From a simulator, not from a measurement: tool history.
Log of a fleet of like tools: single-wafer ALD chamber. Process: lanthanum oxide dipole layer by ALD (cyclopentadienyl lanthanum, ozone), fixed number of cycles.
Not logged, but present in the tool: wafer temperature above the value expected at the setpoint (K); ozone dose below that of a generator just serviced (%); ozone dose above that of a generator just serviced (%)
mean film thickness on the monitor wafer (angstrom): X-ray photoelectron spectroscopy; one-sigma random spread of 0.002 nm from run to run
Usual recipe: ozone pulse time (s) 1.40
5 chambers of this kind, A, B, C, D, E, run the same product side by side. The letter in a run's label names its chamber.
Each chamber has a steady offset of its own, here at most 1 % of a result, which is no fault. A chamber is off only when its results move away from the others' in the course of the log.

| run | hour | ozone pulse time (s) | hours since the last thermocouple change | hours since the last ozone generator service | read-back reference wafer on the same gauge, thickness_nm | mean film thickness on the monitor wafer (angstrom) |
|---|---|---|---|---|---|---|
| 1B | 15.3 | 1.40 | 454.5 | 467.0 | 0.64513 | 5.4638 |
| 2D | 24.5 | 1.40 | 2054.2 | 933.0 | 0.64564 | 5.4029 |
| 3A | 32.4 | 1.40 | 868.5 | 1156.3 | 0.64490 | 5.4484 |
| 4C | 42.7 | 1.40 | 1108.7 | 388.6 | 0.64469 | 5.4753 |
| 5E | 56.9 | 1.40 | 1325.9 | 395.7 | 0.64427 | 5.4414 |
| 6C | 65.2 | 1.40 | 1131.2 | 411.1 | 0.64520 | 5.4425 |
| 7E | 77.8 | 1.40 | 1346.8 | 416.6 | 0.64464 | 5.4038 |
| 8D | 89.1 | 1.19 | 2118.8 | 997.6 | 0.64453 | 5.2235 |
| 9A | 101.0 | 1.19 | 937.1 | 1224.9 | 0.64517 | 5.2215 |
| 10B | 116.0 | 1.19 | 555.2 | 567.7 | 0.64542 | 5.2827 |
| 11B | 124.3 | 1.19 | 563.5 | 576.0 | 0.64567 | 5.2492 |
| 12D | 135.2 | 1.19 | 2164.9 | 1043.7 | 0.64514 | 5.2179 |
| 13E | 150.7 | 1.40 | 1419.7 | 489.5 | 0.64542 | 5.4253 |
| 14C | 166.2 | 1.40 | 1232.2 | 512.1 | 0.64528 | 5.4259 |
| 15A | 179.0 | 1.40 | 1015.1 | 1302.9 | 0.64473 | 5.3062 |
| 16D | 193.0 | 1.40 | 2222.7 | 1101.5 | 0.64554 | 5.3612 |
| 17C | 205.1 | 1.40 | 1271.1 | 551.0 | 0.64521 | 5.4930 |
| 18B | 216.8 | 1.40 | 656.0 | 668.5 | 0.64549 | 5.4516 |
| 19E | 225.3 | 1.40 | 1494.3 | 564.1 | 0.64453 | 5.4419 |
| 20A | 236.4 | 1.40 | 1072.5 | 1360.3 | 0.64547 | 5.3260 |
| 21D | 249.7 | 1.40 | 2279.4 | 1158.2 | 0.64526 | 5.3908 |
| 22B | 265.4 | 1.40 | 704.6 | 717.1 | 0.64462 | 5.4618 |
| 23A | 272.3 | 1.40 | 1108.4 | 1396.2 | 0.64444 | 5.2879 |
|  | 277.6 | chamber D: thermocouple changed; heater temperature recalibrated |
| 24C | 288.2 | 1.40 | 1354.2 | 634.1 | 0.64476 | 5.4765 |
| 25E | 300.8 | 1.40 | 1569.8 | 639.6 | 0.64496 | 5.4599 |
| 26C | 312.3 | 1.40 | 1378.3 | 658.2 | 0.64499 | 5.4747 |
| 27D | 327.1 | 1.40 | 49.5 | 1235.6 | 0.64494 | 5.3917 |
| 28A | 337.6 | 1.94 | 1173.7 | 1461.5 | 0.64512 | 5.5761 |
| 29E | 351.0 | 1.94 | 1620.0 | 689.8 | 0.64472 | 5.6908 |
| 30B | 357.9 | 1.94 | 797.1 | 809.6 | 0.64570 | 5.6507 |
| 31E | 371.7 | 1.94 | 1640.7 | 710.5 | 0.64486 | 5.6623 |
| 32D | 381.6 | 1.94 | 104.0 | 1290.1 | 0.64521 | 5.6556 |
| 33B | 392.5 | 1.40 | 831.7 | 844.2 | 0.64508 | 5.4631 |

For the next run the whole fleet of 5 chambers uses the same settings. Give each chamber's results:
| 34A | 403.9 | 1.40 |  |  |  | ? |
| 34B | 403.9 | 1.40 |  |  |  | ? |
| 34C | 403.9 | 1.40 |  |  |  | ? |
| 34D | 403.9 | 1.40 |  |  |  | ? |
| 34E | 403.9 | 1.40 |  |  |  | ? |

| run | mean film thickness on the monitor wafer (angstrom) |
|---|---|
| 34A | 5.1902 |
| 34B | 5.4180 |
| 34C | 5.4919 |
| 34D | 5.3687 |
| 34E | 5.4209 |
